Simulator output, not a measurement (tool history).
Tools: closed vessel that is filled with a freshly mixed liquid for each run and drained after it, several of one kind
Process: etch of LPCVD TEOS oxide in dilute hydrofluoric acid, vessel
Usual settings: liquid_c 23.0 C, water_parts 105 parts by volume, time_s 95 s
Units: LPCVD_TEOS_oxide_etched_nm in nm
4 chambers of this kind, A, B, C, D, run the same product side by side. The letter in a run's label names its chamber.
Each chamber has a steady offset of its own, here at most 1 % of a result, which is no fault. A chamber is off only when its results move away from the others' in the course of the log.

run,hour,liquid_c,water_parts,time_s,"read-back film thickness of the LPCVD TEOS oxide reference wafer, read on the same gauge (nm)",LPCVD_TEOS_oxide_etched_nm
1D,6.9,23.0,105,95,29.980,14.4380
2C,12.7,23.0,105,95,30.000,14.7740
3A,20.0,23.0,105,95,30.040,14.7750
4B,28.3,23.0,105,95,30.007,14.4040
5D,33.5,23.0,105,95,29.981,14.4990
6A,42.0,23.0,105,95,30.017,14.5270
7C,50.4,23.0,105,95,29.991,14.6290
# hour 57.9: chamber D: hydrofluoric acid flow meter replaced
8B,60.2,23.0,105,95,29.997,14.4650
9D,69.3,26.5,105,95,29.993,16.9770
# hour 72.4: chamber A: hydrofluoric acid flow meter replaced
10A,77.9,26.5,105,95,29.989,16.8390
11B,84.8,26.5,105,95,30.012,16.6440
12C,90.8,26.5,105,95,30.017,16.6400
# hour 91.3: chamber B: thermometer replaced
13D,99.2,23.0,105,95,29.999,15.0840
14C,109.4,23.0,105,95,29.970,14.5490
15B,119.8,23.0,105,95,30.015,14.5360
16A,127.5,23.0,105,95,29.974,14.7660
17A,133.7,23.0,105,95,29.977,14.6920
18B,138.3,23.0,105,95,29.999,14.4460
19C,147.4,23.0,105,95,30.004,14.5970
20D,156.3,23.0,105,95,30.001,15.3330
21B,161.2,23.0,105,95,30.020,14.6070
22A,170.6,23.0,105,95,30.022,14.6280
23C,179.0,23.0,145,65,29.997,6.9272
24D,188.9,23.0,145,65,30.012,7.3761
25D,197.5,23.0,145,65,30.003,7.3298
26A,203.5,23.0,145,65,29.980,6.9799
27C,212.7,23.0,105,95,29.990,14.6690
28B,218.8,23.0,105,95,30.024,14.4260
29A,225.2,23.0,105,95,30.016,14.6130
30D,233.1,23.0,105,95,30.003,15.7600
31B,242.9,23.0,105,95,30.009,14.5460

Next, every chamber runs the same settings. What will each give?
32A,250.4,23.0,105,95,,?
32B,250.4,23.0,105,95,,?
32C,250.4,23.0,105,95,,?
32D,250.4,23.0,105,95,,?

run,LPCVD_TEOS_oxide_etched_nm
32A,14.7540
32B,14.4560
32C,14.6230
32D,15.8290
